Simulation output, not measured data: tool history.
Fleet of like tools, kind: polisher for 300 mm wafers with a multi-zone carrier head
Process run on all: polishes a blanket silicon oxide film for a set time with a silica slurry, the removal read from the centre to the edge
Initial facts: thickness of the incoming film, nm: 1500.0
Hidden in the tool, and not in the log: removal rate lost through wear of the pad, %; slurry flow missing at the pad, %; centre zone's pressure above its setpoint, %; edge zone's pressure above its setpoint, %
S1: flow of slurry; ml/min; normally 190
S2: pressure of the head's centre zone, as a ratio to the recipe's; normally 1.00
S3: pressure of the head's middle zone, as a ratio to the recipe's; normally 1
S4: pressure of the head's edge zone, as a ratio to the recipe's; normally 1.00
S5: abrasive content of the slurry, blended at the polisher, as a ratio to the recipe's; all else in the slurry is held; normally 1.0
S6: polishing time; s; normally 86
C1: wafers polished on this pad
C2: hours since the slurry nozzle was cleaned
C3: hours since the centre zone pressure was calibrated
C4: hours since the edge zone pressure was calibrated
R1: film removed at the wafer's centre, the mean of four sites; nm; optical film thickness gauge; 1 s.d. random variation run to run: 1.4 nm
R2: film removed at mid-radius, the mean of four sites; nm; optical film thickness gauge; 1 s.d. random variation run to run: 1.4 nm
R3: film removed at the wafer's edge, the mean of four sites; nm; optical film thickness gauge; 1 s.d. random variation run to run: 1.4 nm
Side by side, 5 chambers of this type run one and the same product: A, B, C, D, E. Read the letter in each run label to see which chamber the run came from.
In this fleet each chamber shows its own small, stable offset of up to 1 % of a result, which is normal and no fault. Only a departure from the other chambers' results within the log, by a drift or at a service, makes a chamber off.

run,day,S1,S2,S3,S4,S5,S6,C1,C2,C3,C4,R1,R2,R3
1B,0.117,190,1.00,1,1.00,1.0,86,760,467.6,645.9,194.4,205.45,205.30,207.78
# day 0.121: chamber B: centre zone pressure recalibrated
# day 0.267: chamber D: slurry nozzle cleaned
2D,0.267,190,1.00,1,1.00,1.0,86,221,0.1,615.5,405.9,206.08,206.68,206.01
3A,0.379,190,1.00,1,1.00,1.0,86,1079,317.1,288.9,608.3,206.11,208.04,207.69
# day 0.454: chamber C: worn pad replaced by a new one
4C,0.521,190,1.00,1,1.00,1.0,86,10,40.8,388.8,141.6,207.54,208.92,205.80
5E,0.621,190,1.00,1,1.00,1.0,86,106,489.3,321.6,91.8,203.95,207.65,208.47
6A,0.775,190,1.00,1,1.00,1.0,86,1142,326.6,298.4,617.8,205.56,207.41,203.76
7E,0.962,190,1.00,1,1.00,1.3,68,160,497.5,329.8,100.0,181.80,184.67,184.10
8C,1.150,190,1.00,1,1.00,1.3,68,110,55.9,403.9,156.7,181.55,180.29,181.85
# day 1.179: chamber B: worn pad replaced by a new one
9B,1.325,190,1.00,1,1.00,1.3,68,23,496.6,29.0,223.4,184.10,182.17,182.86
# day 1.362: chamber E: slurry nozzle cleaned
# day 1.425: chamber A: worn pad replaced by a new one
10D,1.483,190,1.00,1,1.00,1.3,68,414,29.3,644.7,435.1,182.38,180.62,182.04
11B,1.575,190,1.00,1,1.00,1.3,68,63,502.6,35.0,229.4,179.73,181.02,182.66
12C,1.725,190,1.00,1,1.00,1.0,86,202,69.7,417.7,170.5,208.44,205.23,207.80
13E,1.892,190,1.00,1,1.00,1.0,86,308,12.8,352.1,122.3,207.94,205.40,207.08
14A,2.029,190,1.00,1,1.00,1.0,86,95,356.7,328.5,647.9,204.83,207.10,204.07
15D,2.146,190,1.00,1,1.00,1.0,86,519,45.2,660.6,451.0,205.56,209.38,205.70
16B,2.279,190,1.00,1,1.00,1.0,86,175,519.5,51.9,246.3,205.00,203.78,207.27
17E,2.383,240,0.93,1,1.00,1.0,86,386,24.6,363.9,134.1,196.81,213.84,211.02
18C,2.533,240,0.93,1,1.00,1.0,86,330,89.1,437.1,189.9,197.87,212.85,210.05
19A,2.662,240,0.93,1,1.00,1.0,86,196,371.9,343.7,663.1,193.77,214.05,208.90
20D,2.825,240,0.93,1,1.00,1.0,86,627,61.5,676.9,467.3,197.76,212.98,213.20
21E,3.012,240,0.93,1,1.00,1.0,86,486,39.7,379.0,149.2,195.75,211.46,210.76
22A,3.179,190,1.00,1,1.00,1.0,86,278,384.3,356.1,675.5,203.22,202.80,205.34
23B,3.275,190,1.00,1,1.00,1.0,86,333,543.4,75.8,270.2,203.90,205.78,206.66
24D,3.425,190,1.00,1,1.00,1.0,86,722,75.9,691.3,481.7,204.53,208.14,209.07
25C,3.521,190,1.00,1,1.00,1.0,86,487,112.8,460.8,213.6,208.25,205.97,206.43
26D,3.662,190,0.91,1,1.00,1.0,110,760,81.6,697.0,487.4,236.15,264.88,266.31
# day 3.721: chamber D: worn pad replaced by a new one
27E,3.788,190,0.91,1,1.00,1.0,110,609,58.3,397.6,167.8,234.54,265.56,264.60
28B,3.992,190,0.91,1,1.00,1.0,110,447,560.6,93.0,287.4,237.85,265.98,266.79
29A,4.096,190,0.91,1,1.00,1.0,110,423,406.3,378.1,697.5,231.34,257.70,258.77
30C,4.300,190,0.91,1,1.00,1.0,110,610,131.5,479.5,232.3,238.67,262.03,265.15
31B,4.500,190,1.00,1,1.00,1.0,86,527,572.8,105.2,299.6,206.76,208.94,210.27
32A,4.600,155,1.00,1,0.89,1.0,86,504,418.4,390.2,709.6,185.79,191.66,183.47
33D,4.792,155,1.00,1,0.89,1.0,86,170,108.7,724.1,514.5,200.28,200.10,188.81
34C,4.900,155,1.00,1,0.89,1.0,86,705,145.9,493.9,246.7,199.01,197.22,190.89
35E,5.038,155,1.00,1,0.89,1.0,86,807,88.3,427.6,197.8,196.20,196.92,187.13
36E,5.217,155,1.00,1,0.89,1.0,86,836,92.6,431.9,202.1,195.73,199.40,187.18
37C,5.325,190,1.00,1,1.00,1.0,86,773,156.1,504.1,256.9,207.82,205.12,207.28
38D,5.500,190,1.00,1,1.00,1.0,86,282,125.7,741.1,531.5,205.37,208.00,204.50

Read the log: is a single chamber off, either drifting away or since a service, is the gauge that measures every chamber drifting, or is nothing wrong beyond small per-chamber offsets? Name any odd chamber and what most likely caused it.

One chamber, A, drifts off from the rest bit by bit.
Most likely cause: slurry flow missing at the pad, % = 27.9.
The log may not separate it from: removal rate lost through wear of the pad, %.

Which of the 4 candidates below, each the usual settings with something changed and its results left as question marks, puts chamber A back in line with what the other chambers give on the usual settings?
Maximum distance from the other chambers' mean on the usual settings for a result to count as in line: R1 4.70 nm; R2 5.00 nm; R3 4.90 nm
39A-1,5.646,190,1.00,1.00,1.00,1.0,84,,,,,?,?,?
39A-2,5.646,195,1.01,1.01,0.99,1.0,90,,,,,?,?,?
39A-3,5.646,185,0.98,0.99,1.01,1.0,83,,,,,?,?,?
39A-4,5.646,190,1.01,1.01,0.99,1.0,88,,,,,?,?,?

Usual-settings mean across the other chambers: R1 206.16 nm; R2 206.59 nm; R3 206.81 nm
run,R1,R2,R3
39A-1,188.17,191.23,193.35
39A-2,205.06,207.89,206.82
39A-3,180.72,186.18,191.30
39A-4,199.27,202.16,201.44
39A-2 is the one that brings the chamber's results back in line with the other chambers.
